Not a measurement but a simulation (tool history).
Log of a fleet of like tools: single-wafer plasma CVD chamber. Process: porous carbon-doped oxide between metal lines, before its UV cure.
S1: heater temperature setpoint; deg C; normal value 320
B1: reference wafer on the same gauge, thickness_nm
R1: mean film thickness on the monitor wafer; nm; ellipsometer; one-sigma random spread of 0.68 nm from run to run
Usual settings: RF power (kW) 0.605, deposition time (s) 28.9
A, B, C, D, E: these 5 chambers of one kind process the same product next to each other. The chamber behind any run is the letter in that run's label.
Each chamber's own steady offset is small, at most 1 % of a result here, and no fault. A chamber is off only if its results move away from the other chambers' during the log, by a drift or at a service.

{"run": "1B", "hour": 9.5, "S1": 320, "RF power (kW)": 0.605, "deposition time (s)": 28.9, "B1": 175.12, "R1": 159.22}
{"run": "2D", "hour": 19.6, "S1": 320, "RF power (kW)": 0.605, "deposition time (s)": 28.9, "B1": 175.0, "R1": 158.5}
{"hour": 24.9, "done": "chamber E: thermocouple changed; heater temperature recalibrated"}
{"run": "3C", "hour": 28.1, "S1": 320, "RF power (kW)": 0.605, "deposition time (s)": 28.9, "B1": 175.0, "R1": 160.99}
{"run": "4A", "hour": 41.5, "S1": 320, "RF power (kW)": 0.605, "deposition time (s)": 28.9, "B1": 174.88, "R1": 159.08}
{"run": "5E", "hour": 55.8, "S1": 308, "RF power (kW)": 0.5, "deposition time (s)": 28.9, "B1": 174.88, "R1": 148.94}
{"run": "6C", "hour": 63.4, "S1": 308, "RF power (kW)": 0.5, "deposition time (s)": 28.9, "B1": 174.82, "R1": 149.43}
{"run": "7E", "hour": 74.1, "S1": 308, "RF power (kW)": 0.5, "deposition time (s)": 28.9, "B1": 174.93, "R1": 148.82}
{"run": "8B", "hour": 81.0, "S1": 308, "RF power (kW)": 0.5, "deposition time (s)": 28.9, "B1": 175.02, "R1": 151.82}
{"run": "9A", "hour": 93.9, "S1": 308, "RF power (kW)": 0.5, "deposition time (s)": 28.9, "B1": 174.88, "R1": 149.86}
{"run": "10D", "hour": 102.5, "S1": 320, "RF power (kW)": 0.605, "deposition time (s)": 28.9, "B1": 175.22, "R1": 159.29}
{"hour": 106.8, "done": "chamber D: thermocouple changed; heater temperature recalibrated"}
{"run": "11E", "hour": 110.6, "S1": 320, "RF power (kW)": 0.605, "deposition time (s)": 28.9, "B1": 174.93, "R1": 157.63}
{"run": "12A", "hour": 121.7, "S1": 320, "RF power (kW)": 0.605, "deposition time (s)": 28.9, "B1": 175.16, "R1": 157.69}
{"run": "13D", "hour": 131.1, "S1": 320, "RF power (kW)": 0.605, "deposition time (s)": 28.9, "B1": 175.06, "R1": 158.95}
{"run": "14B", "hour": 139.1, "S1": 320, "RF power (kW)": 0.605, "deposition time (s)": 28.9, "B1": 174.78, "R1": 160.13}
{"run": "15C", "hour": 152.4, "S1": 320, "RF power (kW)": 0.605, "deposition time (s)": 28.9, "B1": 174.91, "R1": 159.25}
{"hour": 155.4, "done": "chamber C: RF generator calibrated"}
{"run": "16B", "hour": 163.1, "S1": 315, "RF power (kW)": 0.605, "deposition time (s)": 23.8, "B1": 174.9, "R1": 135.6}
{"run": "17D", "hour": 169.5, "S1": 315, "RF power (kW)": 0.605, "deposition time (s)": 23.8, "B1": 175.03, "R1": 135.37}
{"run": "18C", "hour": 182.0, "S1": 315, "RF power (kW)": 0.605, "deposition time (s)": 23.8, "B1": 175.07, "R1": 135.56}
{"run": "19E", "hour": 196.2, "S1": 315, "RF power (kW)": 0.605, "deposition time (s)": 23.8, "B1": 174.98, "R1": 134.99}
{"run": "20A", "hour": 204.2, "S1": 315, "RF power (kW)": 0.605, "deposition time (s)": 23.8, "B1": 174.86, "R1": 136.05}
{"run": "21D", "hour": 218.4, "S1": 333, "RF power (kW)": 0.71, "deposition time (s)": 28.9, "B1": 175.07, "R1": 166.39}
{"run": "22C", "hour": 225.0, "S1": 333, "RF power (kW)": 0.71, "deposition time (s)": 28.9, "B1": 175.1, "R1": 165.46}
{"run": "23E", "hour": 236.6, "S1": 333, "RF power (kW)": 0.71, "deposition time (s)": 28.9, "B1": 174.92, "R1": 165.26}
{"run": "24B", "hour": 245.4, "S1": 333, "RF power (kW)": 0.71, "deposition time (s)": 28.9, "B1": 175.04, "R1": 168.34}
{"run": "25A", "hour": 259.8, "S1": 333, "RF power (kW)": 0.71, "deposition time (s)": 28.9, "B1": 175.15, "R1": 164.96}
{"run": "26E", "hour": 267.0, "S1": 320, "RF power (kW)": 0.605, "deposition time (s)": 28.9, "B1": 175.0, "R1": 157.63}
{"run": "27D", "hour": 280.6, "S1": 320, "RF power (kW)": 0.605, "deposition time (s)": 28.9, "B1": 174.94, "R1": 159.91}
{"run": "28A", "hour": 294.5, "S1": 320, "RF power (kW)": 0.605, "deposition time (s)": 28.9, "B1": 174.72, "R1": 158.27}
{"run": "29B", "hour": 308.9, "S1": 327, "RF power (kW)": 0.605, "deposition time (s)": 31.2, "B1": 174.95, "R1": 166.0}
{"hour": 317.3, "done": "chamber A: RF generator calibrated"}
{"run": "30C", "hour": 317.9, "S1": 327, "RF power (kW)": 0.605, "deposition time (s)": 31.2, "B1": 175.07, "R1": 163.16}
{"hour": 325.2, "done": "chamber B: thermocouple changed; heater temperature recalibrated"}
{"run": "31A", "hour": 331.8, "S1": 327, "RF power (kW)": 0.605, "deposition time (s)": 31.2, "B1": 175.03, "R1": 166.21}
{"run": "32B", "hour": 343.5, "S1": 327, "RF power (kW)": 0.605, "deposition time (s)": 31.2, "B1": 174.78, "R1": 167.46}
{"run": "33E", "hour": 353.1, "S1": 327, "RF power (kW)": 0.605, "deposition time (s)": 31.2, "B1": 174.92, "R1": 164.44}
{"run": "34D", "hour": 364.6, "S1": 320, "RF power (kW)": 0.605, "deposition time (s)": 28.9, "B1": 175.29, "R1": 159.53}
{"run": "35C", "hour": 373.4, "S1": 320, "RF power (kW)": 0.605, "deposition time (s)": 28.9, "B1": 174.95, "R1": 156.89}
{"run": "36E", "hour": 381.4, "S1": 320, "RF power (kW)": 0.605, "deposition time (s)": 28.9, "B1": 174.97, "R1": 158.6}
{"run": "37A", "hour": 393.8, "S1": 320, "RF power (kW)": 0.605, "deposition time (s)": 28.9, "B1": 174.91, "R1": 158.31}
{"run": "38B", "hour": 406.2, "S1": 320, "RF power (kW)": 0.605, "deposition time (s)": 28.9, "B1": 175.02, "R1": 160.23}
{"run": "39C", "hour": 417.3, "S1": 320, "RF power (kW)": 0.605, "deposition time (s)": 28.9, "B1": 174.99, "R1": 158.28}
{"run": "40D", "hour": 424.4, "S1": 320, "RF power (kW)": 0.605, "deposition time (s)": 28.9, "B1": 175.06, "R1": 160.1}
{"run": "41D", "hour": 436.5, "S1": 320, "RF power (kW)": 0.605, "deposition time (s)": 28.9, "B1": 174.96, "R1": 158.41}
{"run": "42E", "hour": 450.5, "S1": 314, "RF power (kW)": 0.67, "deposition time (s)": 28.9, "B1": 174.89, "R1": 175.46}

Decide between three cases: one chamber stands off from its peers, the gauge reading all wafers drifts, or nothing is wrong past each chamber's small offset. Where a chamber is off, say which and what most likely put it there.

Little by little, chamber C moves away from the other chambers.
Likeliest cause: wafer temperature above the value expected at the setpoint (K) = 4.58.

Chamber C could run next with any of the 4 candidate recipes listed below; each alters the usual settings, and their results appear as question marks. Which one brings its results back in line with what the other chambers deliver on the usual settings?
In line here means within this much of the mean the other chambers give on the usual settings: R1 2.40 nm
{"run": "43C-1", "hour": 461.0, "S1": 319, "RF power (kW)": 0.605, "deposition time (s)": 29.5, "R1": "?"}
{"run": "43C-2", "hour": 461.0, "S1": 320, "RF power (kW)": 0.59, "deposition time (s)": 27.9, "R1": "?"}
{"run": "43C-3", "hour": 461.0, "S1": 320, "RF power (kW)": 0.585, "deposition time (s)": 28.9, "R1": "?"}
{"run": "43C-4", "hour": 461.0, "S1": 318, "RF power (kW)": 0.64, "deposition time (s)": 28.9, "R1": "?"}

The other chambers' mean on the usual settings: R1 159.54 nm
run=43C-1 R1=160.05
run=43C-2 R1=148.39
run=43C-3 R1=152.68
run=43C-4 R1=163.66
43C-1 brings the chamber back in line.

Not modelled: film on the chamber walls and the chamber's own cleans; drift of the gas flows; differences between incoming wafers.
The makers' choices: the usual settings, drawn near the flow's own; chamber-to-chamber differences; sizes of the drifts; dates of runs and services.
